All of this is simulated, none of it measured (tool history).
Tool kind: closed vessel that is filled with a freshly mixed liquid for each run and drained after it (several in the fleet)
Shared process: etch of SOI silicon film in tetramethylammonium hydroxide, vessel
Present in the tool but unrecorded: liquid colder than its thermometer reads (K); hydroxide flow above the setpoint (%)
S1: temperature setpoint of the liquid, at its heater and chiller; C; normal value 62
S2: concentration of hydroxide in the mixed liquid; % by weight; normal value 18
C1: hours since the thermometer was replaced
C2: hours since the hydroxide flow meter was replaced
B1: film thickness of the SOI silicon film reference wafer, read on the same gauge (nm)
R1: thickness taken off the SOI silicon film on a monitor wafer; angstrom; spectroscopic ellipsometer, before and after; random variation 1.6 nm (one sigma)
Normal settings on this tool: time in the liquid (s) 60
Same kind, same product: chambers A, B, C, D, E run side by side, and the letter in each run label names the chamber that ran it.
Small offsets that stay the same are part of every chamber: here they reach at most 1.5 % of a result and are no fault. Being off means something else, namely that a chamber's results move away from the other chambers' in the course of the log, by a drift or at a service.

run 1E hour=14.8 | S1=62 S2=18 time_in_the_liquid_(s)=60 | C1=216.1 C2=870 | B1=50.002 | R1=2089
run 2A hour=27.1 | S1=62 S2=18 time_in_the_liquid_(s)=60 | C1=1196.4 C2=291.6 | B1=49.99 | R1=2119.3
run 3D hour=37.3 | S1=62 S2=18 time_in_the_liquid_(s)=60 | C1=2464.2 C2=1183.1 | B1=49.997 | R1=2104.9
-- hour=43.8 chamber D: thermometer replaced
run 4B hour=49.1 | S1=62 S2=18 time_in_the_liquid_(s)=60 | C1=939.1 C2=1082.9 | B1=49.994 | R1=2090.8
run 5C hour=63.3 | S1=62 S2=18 time_in_the_liquid_(s)=60 | C1=437.7 C2=257.5 | B1=50.007 | R1=2063.9
run 6A hour=77 | S1=62 S2=18 time_in_the_liquid_(s)=60 | C1=1246.3 C2=341.5 | B1=49.991 | R1=2089.5
run 7D hour=84.1 | S1=62 S2=18 time_in_the_liquid_(s)=60 | C1=40.3 C2=1229.9 | B1=49.999 | R1=2091.3
run 8C hour=97.2 | S1=62 S2=18 time_in_the_liquid_(s)=60 | C1=471.6 C2=291.4 | B1=50.006 | R1=2033.9
run 9E hour=105.3 | S1=62 S2=18 time_in_the_liquid_(s)=60 | C1=306.6 C2=960.5 | B1=50.002 | R1=2080.6
run 10B hour=118.7 | S1=62 S2=18 time_in_the_liquid_(s)=60 | C1=1008.7 C2=1152.5 | B1=49.997 | R1=2076.1
run 11C hour=130.7 | S1=62 S2=18 time_in_the_liquid_(s)=60 | C1=505.1 C2=324.9 | B1=50.007 | R1=2056.9
run 12E hour=140.8 | S1=62 S2=18 time_in_the_liquid_(s)=60 | C1=342.1 C2=996 | B1=49.989 | R1=2084.2
run 13B hour=148 | S1=62 S2=18 time_in_the_liquid_(s)=60 | C1=1038 C2=1181.8 | B1=50.002 | R1=2041.3
-- hour=149.4 chamber A: hydroxide flow meter replaced
run 14A hour=163.2 | S1=62 S2=18 time_in_the_liquid_(s)=60 | C1=1332.5 C2=13.8 | B1=49.984 | R1=2103.8
-- hour=170.3 chamber E: hydroxide flow meter replaced
run 15D hour=172.1 | S1=62 S2=18 time_in_the_liquid_(s)=60 | C1=128.3 C2=1317.9 | B1=49.993 | R1=2129.5
run 16B hour=185.6 | S1=62 S2=18 time_in_the_liquid_(s)=60 | C1=1075.6 C2=1219.4 | B1=50.003 | R1=2045.5
run 17C hour=198.2 | S1=57 S2=18 time_in_the_liquid_(s)=60 | C1=572.6 C2=392.4 | B1=50.001 | R1=1495.9
run 18D hour=207.6 | S1=57 S2=18 time_in_the_liquid_(s)=60 | C1=163.8 C2=1353.4 | B1=49.99 | R1=1541.5
run 19A hour=222.3 | S1=57 S2=18 time_in_the_liquid_(s)=60 | C1=1391.6 C2=72.9 | B1=49.99 | R1=1540.3
run 20E hour=232.3 | S1=57 S2=18 time_in_the_liquid_(s)=60 | C1=433.6 C2=62 | B1=50.004 | R1=1521.2
run 21B hour=240.9 | S1=57 S2=18 time_in_the_liquid_(s)=60 | C1=1130.9 C2=1274.7 | B1=50.002 | R1=1468.2
run 22E hour=253.9 | S1=62 S2=18 time_in_the_liquid_(s)=60 | C1=455.2 C2=83.6 | B1=50.004 | R1=2064.6
run 23C hour=267.9 | S1=68 S2=18 time_in_the_liquid_(s)=35 | C1=642.3 C2=462.1 | B1=50.005 | R1=1742.4
run 24A hour=281.7 | S1=68 S2=18 time_in_the_liquid_(s)=35 | C1=1451 C2=132.3 | B1=49.995 | R1=1761.2
run 25D hour=288.9 | S1=68 S2=18 time_in_the_liquid_(s)=35 | C1=245.1 C2=1434.7 | B1=50.012 | R1=1752
run 26E hour=296.5 | S1=68 S2=18 time_in_the_liquid_(s)=35 | C1=497.8 C2=126.2 | B1=49.999 | R1=1743.9
run 27A hour=307.2 | S1=68 S2=18 time_in_the_liquid_(s)=35 | C1=1476.5 C2=157.8 | B1=50.016 | R1=1755
run 28C hour=315.2 | S1=62 S2=18 time_in_the_liquid_(s)=60 | C1=689.6 C2=509.4 | B1=50.014 | R1=2069.2
run 29D hour=327.5 | S1=62 S2=18 time_in_the_liquid_(s)=60 | C1=283.7 C2=1473.3 | B1=50.016 | R1=2107.8
-- hour=330.4 chamber C: hydroxide flow meter replaced
run 30B hour=336.1 | S1=68 S2=21.5 time_in_the_liquid_(s)=60 | C1=1226.1 C2=1369.9 | B1=49.998 | R1=2643.6
run 31A hour=346 | S1=68 S2=21.5 time_in_the_liquid_(s)=60 | C1=1515.3 C2=196.6 | B1=50.03 | R1=2759.4
run 32C hour=352.6 | S1=68 S2=21.5 time_in_the_liquid_(s)=60 | C1=727 C2=22.3 | B1=50.026 | R1=2707.3
run 33E hour=359.9 | S1=68 S2=21.5 time_in_the_liquid_(s)=60 | C1=561.2 C2=189.6 | B1=49.998 | R1=2748.4
run 34B hour=369.7 | S1=68 S2=21.5 time_in_the_liquid_(s)=60 | C1=1259.7 C2=1403.5 | B1=49.992 | R1=2656
run 35D hour=378.2 | S1=62 S2=18 time_in_the_liquid_(s)=60 | C1=334.4 C2=1524 | B1=49.995 | R1=2114
run 36C hour=387.5 | S1=62 S2=18 time_in_the_liquid_(s)=60 | C1=761.9 C2=57.2 | B1=50.005 | R1=2056.3

All 5 chambers run these settings next. Forecast each chamber's results:
run 37A hour=398.4 | S1=62 S2=20 time_in_the_liquid_(s)=60 | R1=?
run 37B hour=398.4 | S1=62 S2=20 time_in_the_liquid_(s)=60 | R1=?
run 37C hour=398.4 | S1=62 S2=20 time_in_the_liquid_(s)=60 | R1=?
run 37D hour=398.4 | S1=62 S2=20 time_in_the_liquid_(s)=60 | R1=?
run 37E hour=398.4 | S1=62 S2=20 time_in_the_liquid_(s)=60 | R1=?

run=37A R1=2042.5
run=37B R1=1881.5
run=37C R1=1969.2
run=37D R1=2005.2
run=37E R1=2001.4
